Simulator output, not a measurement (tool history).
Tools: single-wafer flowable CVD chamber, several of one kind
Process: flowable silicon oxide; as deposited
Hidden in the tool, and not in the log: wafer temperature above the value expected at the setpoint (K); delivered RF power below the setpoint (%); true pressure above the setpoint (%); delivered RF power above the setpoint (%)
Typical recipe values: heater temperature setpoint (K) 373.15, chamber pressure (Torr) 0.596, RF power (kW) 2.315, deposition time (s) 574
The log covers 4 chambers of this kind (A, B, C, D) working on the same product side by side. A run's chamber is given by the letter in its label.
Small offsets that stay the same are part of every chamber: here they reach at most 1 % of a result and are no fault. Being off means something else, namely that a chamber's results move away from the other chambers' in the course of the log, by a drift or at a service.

run     day  heater temperature setpoint (K)  chamber pressure (Torr)  RF power (kW)  deposition time (s)  hours since the last thermocouple change  hours since the last RF generator calibration  hours since the last manometer calibration  read-back reference wafer on the same gauge, thickness_nm  mean film thickness on the monitor wafer (angstrom)
 1B   0.346                           373.15                    0.596          2.315                  574                                     774.7                                         2504.3                                       652.6                                                     220.64                                               2440.8
 2D   0.704                           373.15                    0.596          2.315                  574                                     589.7                                          825.7                                      2158.2                                                     220.90                                               2422.8
 3A   0.983                           373.15                    0.596          2.315                  574                                    2192.4                                          901.9                                       460.4                                                     220.86                                               2365.5
 4C   1.371                           373.15                    0.596          2.315                  574                                     769.6                                         1101.6                                      1354.4                                                     221.36                                               2429.4
 5D   1.762                           373.15                    0.543          2.315                  574                                     615.1                                          851.1                                      2183.6                                                     220.68                                               2121.2
 6B   2.312                           373.15                    0.543          2.315                  574                                     821.9                                         2551.5                                       699.8                                                     220.88                                               2142.1
 7A   2.662                           373.15                    0.543          2.315                  574                                    2232.7                                          942.2                                       500.7                                                     221.08                                               2081.6
 8C   3.283                           373.15                    0.543          2.315                  574                                     815.5                                         1147.5                                      1400.3                                                     220.94                                               2140.1
 9D   3.642                           373.15                    0.596          2.315                  574                                     660.2                                          896.2                                      2228.7                                                     221.10                                               2408.0
10B   4.162                           373.15                    0.596          2.315                  574                                     866.3                                         2595.9                                       744.2                                                     220.95                                               2414.3
11A   4.742                           373.15                    0.596          2.315                  574                                    2282.6                                          992.1                                       550.6                                                     221.05                                               2379.9
12C   5.033                           373.15                    0.596          2.315                  574                                     857.5                                         1189.5                                      1442.3                                                     220.96                                               2423.0
13A   5.475                           373.15                    0.596          2.625                  505                                    2300.2                                         1009.7                                       568.2                                                     221.17                                               2134.9
      5.621  -- chamber B: RF generator calibrated
14C   5.833                           373.15                    0.596          2.625                  505                                     876.7                                         1208.7                                      1461.5                                                     221.24                                               2164.0
15B   6.117                           373.15                    0.596          2.625                  505                                     913.2                                           11.9                                       791.1                                                     220.83                                               2166.8
16D   6.679                           373.15                    0.596          2.625                  505                                     733.1                                          969.1                                      2301.6                                                     221.29                                               2133.0
17C   7.008                           373.15                    0.596          2.315                  574                                     904.9                                         1236.9                                      1489.7                                                     221.17                                               2446.5
18B   7.608                           373.15                    0.596          2.315                  574                                     949.0                                           47.7                                       826.9                                                     220.54                                               2421.8
19D   8.008                           373.15                    0.596          2.315                  497                                     765.0                                         1001.0                                      2333.5                                                     220.71                                               2093.4
20A   8.617                           373.15                    0.596          2.315                  497                                    2375.6                                         1085.1                                       643.6                                                     221.27                                               2052.5
      8.912  -- chamber B: thermocouple changed; heater temperature recalibrated
21A   8.979                           373.15                    0.596          2.315                  497                                    2384.3                                         1093.8                                       652.3                                                     221.02                                               2067.7
22D   9.317                           373.15                    0.596          2.315                  497                                     796.4                                         1032.4                                      2364.9                                                     220.87                                               2101.2
23B   9.654                           373.15                    0.596          2.080                  574                                      17.8                                           96.8                                       876.0                                                     220.84                                               2193.6
24C  10.142                           373.15                    0.596          2.080                  574                                     980.1                                         1312.1                                      1564.9                                                     220.72                                               2390.6
25D  10.788                           373.15                    0.596          2.080                  574                                     831.7                                         1067.7                                      2400.2                                                     220.85                                               2352.3
26A  11.088                           373.15                    0.596          2.080                  574                                    2434.9                                         1144.4                                       702.9                                                     220.93                                               2360.4
27B  11.571                           373.15                    0.596          2.315                  574                                      63.8                                          142.8                                       922.0                                                     220.85                                               2224.4
28C  12.217                           373.15                    0.596          2.315                  574                                    1029.9                                         1361.9                                      1614.7                                                     220.79                                               2426.9
29C  12.517                           373.15                    0.596          2.315                  574                                    1037.1                                         1369.1                                      1621.9                                                     221.22                                               2415.2
30A  12.912                           360.15                    0.596          2.315                  574                                    2478.7                                         1188.2                                       746.7                                                     220.96                                               3582.9
31D  13.346                           360.15                    0.596          2.315                  574                                     893.1                                         1129.1                                      2461.6                                                     220.83                                               3676.8
32B  13.988                           360.15                    0.596          2.315                  574                                     121.8                                          200.8                                       980.0                                                     221.01                                               3412.0

All chambers now run identical settings, listed one chamber a line with results as question marks. What results will each chamber show?
33A  14.450                           364.15                    0.596          2.315                  574                                                                                                                                                                                                                                                    ?
33B  14.450                           364.15                    0.596          2.315                  574                                                                                                                                                                                                                                                    ?
33C  14.450                           364.15                    0.596          2.315                  574                                                                                                                                                                                                                                                    ?
33D  14.450                           364.15                    0.596          2.315                  574                                                                                                                                                                                                                                                    ?

run  mean film thickness on the monitor wafer (angstrom)
33A                                               3202.6
33B                                               3016.5
33C                                               3285.8
33D                                               3220.1
